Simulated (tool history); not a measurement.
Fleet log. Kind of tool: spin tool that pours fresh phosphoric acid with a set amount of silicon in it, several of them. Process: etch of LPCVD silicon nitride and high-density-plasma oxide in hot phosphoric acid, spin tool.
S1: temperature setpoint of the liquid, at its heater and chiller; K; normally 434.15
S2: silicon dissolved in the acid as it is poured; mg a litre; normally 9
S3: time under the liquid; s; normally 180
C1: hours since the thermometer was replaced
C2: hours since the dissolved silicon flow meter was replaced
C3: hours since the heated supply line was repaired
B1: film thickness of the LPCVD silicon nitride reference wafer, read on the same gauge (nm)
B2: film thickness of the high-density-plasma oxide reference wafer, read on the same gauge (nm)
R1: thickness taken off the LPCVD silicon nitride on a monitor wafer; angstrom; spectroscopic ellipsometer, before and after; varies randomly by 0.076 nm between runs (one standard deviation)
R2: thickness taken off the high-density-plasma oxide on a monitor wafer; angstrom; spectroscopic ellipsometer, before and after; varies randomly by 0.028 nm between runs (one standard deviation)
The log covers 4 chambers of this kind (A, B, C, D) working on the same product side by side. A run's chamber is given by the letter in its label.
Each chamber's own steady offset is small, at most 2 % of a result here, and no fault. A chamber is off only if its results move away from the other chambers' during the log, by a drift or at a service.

run	hour	S1	S2	S3	C1	C2	C3	B1	B2	R1	R2
1D	9.5	434.15	9	180	879.4	1873.1	1589.6	120.00	139.99	156.17	8.6444
2A	14.7	434.15	9	180	347.1	578.4	104.1	120.06	140.00	155.49	8.2047
3C	22.9	434.15	9	180	742.3	207.8	1005.9	120.04	139.99	155.98	8.6571
4B	31.1	434.15	9	180	677.3	376.3	1316.8	120.00	139.97	153.70	8.4253
5B	38.1	432.15	9	180	684.3	383.3	1323.8	119.97	140.01	143.44	7.6471
6C	46.7	432.15	9	180	766.1	231.6	1029.7	120.00	140.03	144.70	7.8134
7A	57.8	432.15	9	180	390.2	621.5	147.2	120.02	140.02	146.04	7.4292
8D	67.4	432.15	9	180	937.3	1931.0	1647.5	120.00	140.00	145.70	7.1465
9B	76.6	434.15	9	180	722.8	421.8	1362.3	119.97	139.97	154.84	8.8163
10A	82.4	432.15	9	245	414.8	646.1	171.8	120.02	140.00	197.15	9.8381
11D	92.1	432.15	9	245	962.0	1955.7	1672.2	120.00	139.99	197.02	9.7043
12C	98.6	432.15	9	245	818.0	283.5	1081.6	120.00	140.01	197.53	10.1980
13C	103.7	432.15	9	245	823.1	288.6	1086.7	120.02	139.98	197.81	10.3060
14B	109.2	434.15	9	180	755.4	454.4	1394.9	119.96	140.02	154.91	8.2594
15A	119.1	434.15	9	180	451.5	682.8	208.5	120.01	140.05	154.93	7.8956
16D	130.0	434.15	9	180	999.9	1993.6	1710.1	119.99	139.98	157.21	8.7330
17C	136.5	434.15	9	180	855.9	321.4	1119.5	120.02	140.03	156.01	8.5993
18D	143.0	434.15	9	180	1012.9	2006.6	1723.1	119.97	140.03	156.79	8.7509
19B	153.1	434.15	9	180	799.3	498.3	1438.8	120.01	139.99	154.67	8.8495
20A	159.1	434.15	9	180	491.5	722.8	248.5	120.01	140.00	155.25	8.4609
21B	167.7	434.15	9	180	813.9	512.9	1453.4	120.00	140.03	155.84	8.1819
22A	174.2	434.15	9	180	506.6	737.9	263.6	120.01	140.01	154.91	8.8312
23C	179.8	431.15	9	180	899.2	364.7	1162.8	119.97	140.01	138.48	6.7295
# hour 181.1: chamber A: dissolved silicon flow meter replaced
24D	189.4	431.15	9	180	1059.3	2053.0	1769.5	120.02	139.99	139.55	6.5997
25A	197.9	431.15	9	180	530.3	16.8	287.3	119.96	140.00	140.49	6.9921
26B	206.4	431.15	9	180	852.6	551.6	1492.1	120.01	140.02	139.80	6.5930
27D	217.5	434.15	9	180	1087.4	2081.1	1797.6	120.01	140.00	155.85	8.5483
28C	227.0	434.15	9	180	946.4	411.9	1210.0	120.01	139.98	151.56	8.2154
29C	235.1	434.15	9	180	954.5	420.0	1218.1	119.98	139.96	151.48	8.1664
30A	244.2	431.65	9	250	576.6	63.1	333.6	120.01	139.96	195.97	10.0310
31D	253.7	431.65	9	250	1123.6	2117.3	1833.8	119.95	140.03	198.46	9.8574
32B	263.0	431.65	9	250	909.2	608.2	1548.7	119.95	140.02	196.98	9.1552
33B	272.7	431.65	9	250	918.9	617.9	1558.4	119.99	139.99	197.66	9.6505
34A	283.7	434.15	9	180	616.1	102.6	373.1	119.98	140.03	154.90	8.5639
35D	292.5	434.15	9	180	1162.4	2156.1	1872.6	119.97	140.00	155.26	8.8612
36C	299.3	434.15	9	180	1018.7	484.2	1282.3	120.00	139.97	149.02	7.9037

Has any chamber moved away from the others, gradually or after a service, or does the common gauge drift, or do the chambers differ only by their own small steady offsets? State the chamber and the most likely cause if one applies.

One chamber, C, drifts off from the rest bit by bit.
Most likely cause: temperature lost on the way to the wafer (K) = 1.54.
Not necessarily distinguishable in this log from: liquid colder than its thermometer reads (K).

Chamber C could run next with any of the 4 candidate recipes listed below; each alters the usual settings, and their results appear as question marks. Which one brings its results back in line with what the other chambers deliver on the usual settings?
In line here means within this much of the mean the other chambers give on the usual settings: R1 2.70 angstrom; R2 0.9700 angstrom
37C-1	307.7	433.15	11.5	170						?	?
37C-2	307.7	433.65	10.0	175						?	?
37C-3	307.7	434.65	8.0	185						?	?
37C-4	307.7	435.15	6.5	190						?	?

What the other chambers average on the usual settings: R1 155.28 angstrom; R2 8.4944 angstrom
run	R1	R2
37C-1	134.81	6.3392
37C-2	141.14	7.0070
37C-3	154.42	8.3456
37C-4	161.28	9.1782
The answer is 37C-3, which returns the chamber to within the allowed miss of the others.
